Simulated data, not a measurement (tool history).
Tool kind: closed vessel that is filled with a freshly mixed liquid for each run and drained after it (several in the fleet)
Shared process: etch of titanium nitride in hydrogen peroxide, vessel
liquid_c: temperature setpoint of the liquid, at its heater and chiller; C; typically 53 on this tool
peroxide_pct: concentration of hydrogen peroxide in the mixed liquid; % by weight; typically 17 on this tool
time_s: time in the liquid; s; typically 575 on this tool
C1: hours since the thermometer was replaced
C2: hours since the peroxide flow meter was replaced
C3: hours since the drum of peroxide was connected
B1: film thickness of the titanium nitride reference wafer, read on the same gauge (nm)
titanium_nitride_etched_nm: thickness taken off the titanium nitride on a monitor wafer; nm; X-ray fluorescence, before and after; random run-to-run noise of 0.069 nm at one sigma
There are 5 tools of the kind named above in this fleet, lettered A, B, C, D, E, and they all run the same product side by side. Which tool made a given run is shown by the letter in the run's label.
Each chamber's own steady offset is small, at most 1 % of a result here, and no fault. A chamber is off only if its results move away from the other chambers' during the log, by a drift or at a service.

{"run": "1B", "hour": 11.2, "liquid_c": 53, "peroxide_pct": 17, "time_s": 575, "C1": 961.7, "C2": 548.5, "C3": 257.1, "B1": 120.02, "titanium_nitride_etched_nm": 17.484}
{"run": "2A", "hour": 27.0, "liquid_c": 53, "peroxide_pct": 17, "time_s": 575, "C1": 77.2, "C2": 950.3, "C3": 327.8, "B1": 120.04, "titanium_nitride_etched_nm": 17.281}
{"run": "3D", "hour": 39.6, "liquid_c": 53, "peroxide_pct": 17, "time_s": 575, "C1": 464.5, "C2": 202, "C3": 698.7, "B1": 119.96, "titanium_nitride_etched_nm": 17.393}
{"hour": 48.3, "done": "chamber B: new drum of peroxide connected"}
{"run": "4C", "hour": 52.7, "liquid_c": 53, "peroxide_pct": 17, "time_s": 575, "C1": 1610.7, "C2": 846.9, "C3": 85.5, "B1": 119.98, "titanium_nitride_etched_nm": 17.56}
{"run": "5E", "hour": 64.4, "liquid_c": 53, "peroxide_pct": 17, "time_s": 575, "C1": 1900.9, "C2": 494.8, "C3": 1099.3, "B1": 119.93, "titanium_nitride_etched_nm": 17.394}
{"run": "6C", "hour": 79.7, "liquid_c": 53, "peroxide_pct": 17, "time_s": 575, "C1": 1637.7, "C2": 873.9, "C3": 112.5, "B1": 120.02, "titanium_nitride_etched_nm": 17.46}
{"run": "7E", "hour": 96.0, "liquid_c": 53, "peroxide_pct": 17, "time_s": 575, "C1": 1932.5, "C2": 526.4, "C3": 1130.9, "B1": 119.96, "titanium_nitride_etched_nm": 17.452}
{"run": "8D", "hour": 105.4, "liquid_c": 53, "peroxide_pct": 17, "time_s": 575, "C1": 530.3, "C2": 267.8, "C3": 764.5, "B1": 120.04, "titanium_nitride_etched_nm": 17.426}
{"run": "9A", "hour": 115.5, "liquid_c": 53, "peroxide_pct": 17, "time_s": 575, "C1": 165.7, "C2": 1038.8, "C3": 416.3, "B1": 120.01, "titanium_nitride_etched_nm": 17.304}
{"run": "10B", "hour": 129.2, "liquid_c": 53, "peroxide_pct": 17, "time_s": 575, "C1": 1079.7, "C2": 666.5, "C3": 80.9, "B1": 120.04, "titanium_nitride_etched_nm": 17.328}
{"hour": 136.0, "done": "chamber D: new drum of peroxide connected"}
{"run": "11A", "hour": 139.7, "liquid_c": 53, "peroxide_pct": 17, "time_s": 575, "C1": 189.9, "C2": 1063, "C3": 440.5, "B1": 119.98, "titanium_nitride_etched_nm": 17.314}
{"hour": 141.9, "done": "chamber E: peroxide flow meter replaced"}
{"run": "12C", "hour": 153.5, "liquid_c": 53, "peroxide_pct": 17, "time_s": 575, "C1": 1711.5, "C2": 947.7, "C3": 186.3, "B1": 120.01, "titanium_nitride_etched_nm": 17.518}
{"hour": 153.9, "done": "chamber E: new drum of peroxide connected"}
{"run": "13E", "hour": 170.0, "liquid_c": 45, "peroxide_pct": 17, "time_s": 575, "C1": 2006.5, "C2": 28.1, "C3": 16.2, "B1": 120.03, "titanium_nitride_etched_nm": 9.7264}
{"run": "14B", "hour": 181.5, "liquid_c": 45, "peroxide_pct": 17, "time_s": 575, "C1": 1132, "C2": 718.8, "C3": 133.2, "B1": 120.03, "titanium_nitride_etched_nm": 9.7795}
{"run": "15D", "hour": 190.2, "liquid_c": 45, "peroxide_pct": 17, "time_s": 575, "C1": 615.1, "C2": 352.6, "C3": 54.3, "B1": 120.03, "titanium_nitride_etched_nm": 9.8779}
{"hour": 199.9, "done": "chamber C: peroxide flow meter replaced"}
{"run": "16E", "hour": 204.6, "liquid_c": 45, "peroxide_pct": 17, "time_s": 575, "C1": 2041.1, "C2": 62.7, "C3": 50.8, "B1": 119.97, "titanium_nitride_etched_nm": 9.6729}
{"run": "17A", "hour": 216.6, "liquid_c": 45, "peroxide_pct": 17, "time_s": 575, "C1": 266.8, "C2": 1139.9, "C3": 517.4, "B1": 119.99, "titanium_nitride_etched_nm": 9.6953}
{"run": "18B", "hour": 226.8, "liquid_c": 53, "peroxide_pct": 19, "time_s": 355, "C1": 1177.3, "C2": 764.1, "C3": 178.5, "B1": 120.03, "titanium_nitride_etched_nm": 11.004}
{"run": "19D", "hour": 242.6, "liquid_c": 53, "peroxide_pct": 19, "time_s": 355, "C1": 667.5, "C2": 405, "C3": 106.7, "B1": 120, "titanium_nitride_etched_nm": 11.097}
{"run": "20C", "hour": 251.8, "liquid_c": 53, "peroxide_pct": 19, "time_s": 355, "C1": 1809.8, "C2": 52, "C3": 284.6, "B1": 119.97, "titanium_nitride_etched_nm": 11.091}
{"run": "21B", "hour": 261.9, "liquid_c": 53, "peroxide_pct": 19, "time_s": 355, "C1": 1212.4, "C2": 799.2, "C3": 213.6, "B1": 120.02, "titanium_nitride_etched_nm": 10.985}
{"run": "22C", "hour": 276.1, "liquid_c": 53, "peroxide_pct": 19, "time_s": 355, "C1": 1834.1, "C2": 76.3, "C3": 308.9, "B1": 120.03, "titanium_nitride_etched_nm": 11.026}
{"run": "23E", "hour": 284.9, "liquid_c": 53, "peroxide_pct": 13.5, "time_s": 575, "C1": 2121.4, "C2": 143, "C3": 131.1, "B1": 119.98, "titanium_nitride_etched_nm": 16.612}
{"hour": 288.5, "done": "chamber A: new drum of peroxide connected"}
{"run": "24A", "hour": 293.2, "liquid_c": 53, "peroxide_pct": 13.5, "time_s": 575, "C1": 343.4, "C2": 1216.5, "C3": 4.7, "B1": 120.01, "titanium_nitride_etched_nm": 16.462}
{"run": "25D", "hour": 308.4, "liquid_c": 53, "peroxide_pct": 13.5, "time_s": 575, "C1": 733.3, "C2": 470.8, "C3": 172.5, "B1": 120, "titanium_nitride_etched_nm": 16.742}
{"run": "26D", "hour": 319.8, "liquid_c": 53, "peroxide_pct": 13.5, "time_s": 575, "C1": 744.7, "C2": 482.2, "C3": 183.9, "B1": 119.99, "titanium_nitride_etched_nm": 16.976}
{"run": "27A", "hour": 331.3, "liquid_c": 53, "peroxide_pct": 13.5, "time_s": 575, "C1": 381.5, "C2": 1254.6, "C3": 42.8, "B1": 119.98, "titanium_nitride_etched_nm": 16.412}
{"run": "28C", "hour": 342.6, "liquid_c": 53, "peroxide_pct": 17, "time_s": 575, "C1": 1900.6, "C2": 142.8, "C3": 375.4, "B1": 120.05, "titanium_nitride_etched_nm": 17.446}
{"hour": 354.7, "done": "chamber C: thermometer replaced"}
{"run": "29B", "hour": 356.6, "liquid_c": 53, "peroxide_pct": 17, "time_s": 575, "C1": 1307.1, "C2": 893.9, "C3": 308.3, "B1": 120.02, "titanium_nitride_etched_nm": 17.425}
{"run": "30E", "hour": 365.4, "liquid_c": 53, "peroxide_pct": 17, "time_s": 575, "C1": 2201.9, "C2": 223.5, "C3": 211.6, "B1": 120.02, "titanium_nitride_etched_nm": 17.276}
{"run": "31C", "hour": 373.2, "liquid_c": 53, "peroxide_pct": 17, "time_s": 575, "C1": 18.5, "C2": 173.4, "C3": 406, "B1": 119.99, "titanium_nitride_etched_nm": 17.467}
{"run": "32E", "hour": 385.0, "liquid_c": 48.5, "peroxide_pct": 13, "time_s": 575, "C1": 2221.5, "C2": 243.1, "C3": 231.2, "B1": 119.96, "titanium_nitride_etched_nm": 11.878}
{"hour": 392.9, "done": "chamber B: new drum of peroxide connected"}
{"run": "33A", "hour": 394.6, "liquid_c": 48.5, "peroxide_pct": 13, "time_s": 575, "C1": 444.8, "C2": 1317.9, "C3": 106.1, "B1": 119.97, "titanium_nitride_etched_nm": 11.863}
{"run": "34B", "hour": 405.2, "liquid_c": 48.5, "peroxide_pct": 13, "time_s": 575, "C1": 1355.7, "C2": 942.5, "C3": 12.3, "B1": 120.06, "titanium_nitride_etched_nm": 11.993}
{"run": "35D", "hour": 417.1, "liquid_c": 48.5, "peroxide_pct": 13, "time_s": 575, "C1": 842, "C2": 579.5, "C3": 281.2, "B1": 120.05, "titanium_nitride_etched_nm": 12.299}
{"run": "36D", "hour": 429.2, "liquid_c": 48.5, "peroxide_pct": 13, "time_s": 575, "C1": 854.1, "C2": 591.6, "C3": 293.3, "B1": 120.03, "titanium_nitride_etched_nm": 12.322}
{"run": "37C", "hour": 445.0, "liquid_c": 53, "peroxide_pct": 17, "time_s": 575, "C1": 90.3, "C2": 245.2, "C3": 477.8, "B1": 120.03, "titanium_nitride_etched_nm": 17.481}
{"run": "38A", "hour": 459.3, "liquid_c": 53, "peroxide_pct": 21, "time_s": 575, "C1": 509.5, "C2": 1382.6, "C3": 170.8, "B1": 120.02, "titanium_nitride_etched_nm": 18.093}
{"run": "39B", "hour": 467.5, "liquid_c": 53, "peroxide_pct": 21, "time_s": 575, "C1": 1418, "C2": 1004.8, "C3": 74.6, "B1": 120.02, "titanium_nitride_etched_nm": 18.267}

Has any chamber moved away from the others, gradually or after a service, or does the common gauge drift, or do the chambers differ only by their own small steady offsets? State the chamber and the most likely cause if one applies.

Chamber D drifts away from the others.
Cause: liquid hotter than its thermometer reads (K) = 0.462.

Below are 4 candidate recipes for chamber D's next run, each the usual settings with a change, their results shown as question marks. Which of them brings D's results back in line with what the other chambers give on the usual settings?
In-line tolerance around the mean of the other chambers on the usual settings: titanium_nitride_etched_nm 0.24 nm
{"run": "40D-1", "hour": 479.3, "liquid_c": 52, "peroxide_pct": 17, "time_s": 575, "titanium_nitride_etched_nm": "?"}
{"run": "40D-2", "hour": 479.3, "liquid_c": 53, "peroxide_pct": 23, "time_s": 575, "titanium_nitride_etched_nm": "?"}
{"run": "40D-3", "hour": 479.3, "liquid_c": 53, "peroxide_pct": 17, "time_s": 555, "titanium_nitride_etched_nm": "?"}
{"run": "40D-4", "hour": 479.3, "liquid_c": 53, "peroxide_pct": 17, "time_s": 595, "titanium_nitride_etched_nm": "?"}

Other chambers, usual settings, mean: titanium_nitride_etched_nm 17.393 nm
run=40D-1 titanium_nitride_etched_nm=16.776
run=40D-2 titanium_nitride_etched_nm=19.189
run=40D-3 titanium_nitride_etched_nm=17.358
run=40D-4 titanium_nitride_etched_nm=18.609
40D-3 brings the chamber back in line.

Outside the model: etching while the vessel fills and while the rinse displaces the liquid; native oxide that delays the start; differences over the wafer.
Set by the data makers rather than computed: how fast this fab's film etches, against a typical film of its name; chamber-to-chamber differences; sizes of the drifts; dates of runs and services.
